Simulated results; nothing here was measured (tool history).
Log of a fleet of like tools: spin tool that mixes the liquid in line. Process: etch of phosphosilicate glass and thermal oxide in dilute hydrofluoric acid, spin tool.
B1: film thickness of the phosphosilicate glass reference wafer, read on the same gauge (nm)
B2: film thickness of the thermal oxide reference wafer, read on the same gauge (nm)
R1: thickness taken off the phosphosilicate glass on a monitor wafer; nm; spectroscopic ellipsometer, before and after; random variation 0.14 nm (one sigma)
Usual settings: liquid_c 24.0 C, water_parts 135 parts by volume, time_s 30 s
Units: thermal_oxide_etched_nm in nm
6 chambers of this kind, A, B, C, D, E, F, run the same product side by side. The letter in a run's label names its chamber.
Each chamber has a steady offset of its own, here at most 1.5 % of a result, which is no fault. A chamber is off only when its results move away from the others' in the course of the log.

Run 1E, hour 5.6: usual settings; B1 69.987; B2 39.998. Result: R1 26.203 nm, thermal_oxide_etched_nm 0.99869 nm.
Run 2C, hour 10.9: usual settings; B1 70.043; B2 40.010. Result: R1 26.028 nm, thermal_oxide_etched_nm 0.92670 nm.
Run 3F, hour 15.3: usual settings; B1 70.053; B2 40.001. Result: R1 26.055 nm, thermal_oxide_etched_nm 1.00020 nm.
Run 4B, hour 19.0: usual settings; B1 69.977; B2 39.998. Result: R1 26.018 nm, thermal_oxide_etched_nm 1.02210 nm.
Run 5A, hour 24.4: usual settings; B1 69.935; B2 40.020. Result: R1 26.061 nm, thermal_oxide_etched_nm 1.04110 nm.
Run 6D, hour 28.2: usual settings; B1 70.004; B2 40.001. Result: R1 26.354 nm, thermal_oxide_etched_nm 1.01150 nm.
Run 7D, hour 35.6: usual settings; B1 69.993; B2 39.987. Result: R1 26.248 nm, thermal_oxide_etched_nm 1.01270 nm.
Run 8A, hour 38.8: usual settings; B1 70.075; B2 40.005. Result: R1 25.926 nm, thermal_oxide_etched_nm 0.98908 nm.
Run 9C, hour 44.4: usual settings; B1 70.047; B2 39.991. Result: R1 26.251 nm, thermal_oxide_etched_nm 1.00550 nm.
Run 10F, hour 50.4: usual settings; B1 70.030; B2 39.988. Result: R1 26.199 nm, thermal_oxide_etched_nm 1.02550 nm.
Run 11E, hour 53.9: usual settings but water_parts 160 parts by volume, time_s 50 s; B1 70.003; B2 40.002. Result: R1 35.874 nm, thermal_oxide_etched_nm 1.34240 nm.
Run 12B, hour 57.9: usual settings but water_parts 160 parts by volume, time_s 50 s; B1 70.006; B2 40.022. Result: R1 35.698 nm, thermal_oxide_etched_nm 1.33420 nm.
At hour 64.8: chamber D: hydrofluoric acid flow meter replaced.
Run 13C, hour 65.3: usual settings but water_parts 160 parts by volume, time_s 50 s; B1 69.990; B2 39.981. Result: R1 35.890 nm, thermal_oxide_etched_nm 1.30260 nm.
Run 14E, hour 70.7: usual settings but water_parts 160 parts by volume, time_s 50 s; B1 69.922; B2 39.999. Result: R1 35.547 nm, thermal_oxide_etched_nm 1.33300 nm.
Run 15D, hour 76.4: usual settings but water_parts 160 parts by volume, time_s 50 s; B1 70.002; B2 39.986. Result: R1 36.064 nm, thermal_oxide_etched_nm 1.40770 nm.
Run 16F, hour 81.3: usual settings but water_parts 160 parts by volume, time_s 50 s; B1 70.020; B2 40.022. Result: R1 35.905 nm, thermal_oxide_etched_nm 1.38760 nm.
Run 17A, hour 86.0: usual settings; B1 69.966; B2 39.992. Result: R1 25.959 nm, thermal_oxide_etched_nm 1.02210 nm.
Run 18B, hour 90.4: usual settings; B1 69.952; B2 39.995. Result: R1 26.345 nm, thermal_oxide_etched_nm 1.01680 nm.
Run 19D, hour 97.2: usual settings; B1 70.006; B2 40.005. Result: R1 26.247 nm, thermal_oxide_etched_nm 1.00270 nm.
Run 20F, hour 103.0: usual settings; B1 70.015; B2 40.003. Result: R1 26.119 nm, thermal_oxide_etched_nm 0.98952 nm.
Run 21C, hour 108.5: usual settings; B1 70.011; B2 40.010. Result: R1 26.070 nm, thermal_oxide_etched_nm 1.03640 nm.
Run 22E, hour 113.5: usual settings but liquid_c 27.5 C, time_s 15 s; B1 69.996; B2 39.998. Result: R1 14.900 nm, thermal_oxide_etched_nm 0.55239 nm.
Run 23B, hour 118.0: usual settings but liquid_c 27.5 C, time_s 15 s; B1 70.007; B2 40.014. Result: R1 14.928 nm, thermal_oxide_etched_nm 0.57730 nm.
Run 24A, hour 123.4: usual settings but liquid_c 27.5 C, time_s 15 s; B1 70.036; B2 39.982. Result: R1 14.863 nm, thermal_oxide_etched_nm 0.57380 nm.
At hour 127.4: chamber E: thermometer replaced.
Run 25B, hour 130.5: usual settings but liquid_c 27.5 C, time_s 15 s; B1 69.981; B2 39.986. Result: R1 14.899 nm, thermal_oxide_etched_nm 0.55536 nm.
Run 26D, hour 134.1: usual settings but liquid_c 27.5 C, time_s 15 s; B1 69.987; B2 39.994. Result: R1 15.180 nm, thermal_oxide_etched_nm 0.56680 nm.
Run 27A, hour 138.5: usual settings but liquid_c 27.5 C, time_s 15 s; B1 69.966; B2 39.998. Result: R1 14.948 nm, thermal_oxide_etched_nm 0.56580 nm.
Run 28C, hour 141.9: usual settings; B1 69.952; B2 40.005. Result: R1 25.870 nm, thermal_oxide_etched_nm 1.00490 nm.
Run 29F, hour 148.6: usual settings; B1 69.973; B2 39.992. Result: R1 26.206 nm, thermal_oxide_etched_nm 1.00180 nm.
Run 30E, hour 155.2: usual settings; B1 69.999; B2 40.007. Result: R1 25.910 nm, thermal_oxide_etched_nm 1.01530 nm.
Run 31F, hour 159.3: usual settings; B1 70.007; B2 39.994. Result: R1 25.998 nm, thermal_oxide_etched_nm 0.96811 nm.
Run 32A, hour 165.0: usual settings; B1 70.064; B2 39.985. Result: R1 26.035 nm, thermal_oxide_etched_nm 1.01180 nm.
Run 33C, hour 169.3: usual settings; B1 69.944; B2 39.997. Result: R1 25.995 nm, thermal_oxide_etched_nm 0.99742 nm.
Run 34D, hour 173.4: usual settings; B1 69.956; B2 40.004. Result: R1 26.237 nm, thermal_oxide_etched_nm 1.01240 nm.
Run 35B, hour 179.7: usual settings but liquid_c 28.0 C, water_parts 180 parts by volume; B1 70.004; B2 39.986. Result: R1 21.605 nm, thermal_oxide_etched_nm 0.85111 nm.
Run 36E, hour 187.1: usual settings but liquid_c 28.0 C, water_parts 180 parts by volume; B1 69.952; B2 39.989. Result: R1 21.599 nm, thermal_oxide_etched_nm 0.82475 nm.
Run 37C, hour 190.5: usual settings but liquid_c 28.0 C, water_parts 180 parts by volume; B1 69.946; B2 39.994. Result: R1 21.556 nm, thermal_oxide_etched_nm 0.85789 nm.
Run 38E, hour 197.4: usual settings but liquid_c 28.0 C, water_parts 180 parts by volume; B1 70.019; B2 40.008. Result: R1 21.555 nm, thermal_oxide_etched_nm 0.80459 nm.
Run 39A, hour 204.1: usual settings but liquid_c 28.0 C, water_parts 180 parts by volume; B1 70.002; B2 39.989. Result: R1 21.549 nm, thermal_oxide_etched_nm 0.80895 nm.
Run 40D, hour 208.9: usual settings but liquid_c 28.0 C, water_parts 180 parts by volume; B1 70.023; B2 40.016. Result: R1 21.487 nm, thermal_oxide_etched_nm 0.83969 nm.
Run 41F, hour 213.6: usual settings; B1 70.035; B2 39.997. Result: R1 26.234 nm, thermal_oxide_etched_nm 1.03480 nm.
Run 42B, hour 216.9: usual settings; B1 70.031; B2 39.992. Result: R1 26.327 nm, thermal_oxide_etched_nm 0.97596 nm.
Run 43D, hour 223.2: usual settings; B1 70.038; B2 40.017. Result: R1 26.364 nm, thermal_oxide_etched_nm 0.97136 nm.
Run 44E, hour 230.1: usual settings but water_parts 175 parts by volume; B1 70.011; B2 39.997. Result: R1 19.350 nm, thermal_oxide_etched_nm 0.76665 nm.

What goes on in this fleet: one chamber off, a drifting gauge, or nothing beyond the chambers' own small offsets? Name the chamber and the cause, if any.

No chamber stands off beyond its own small offset, and the gauge holds steady.
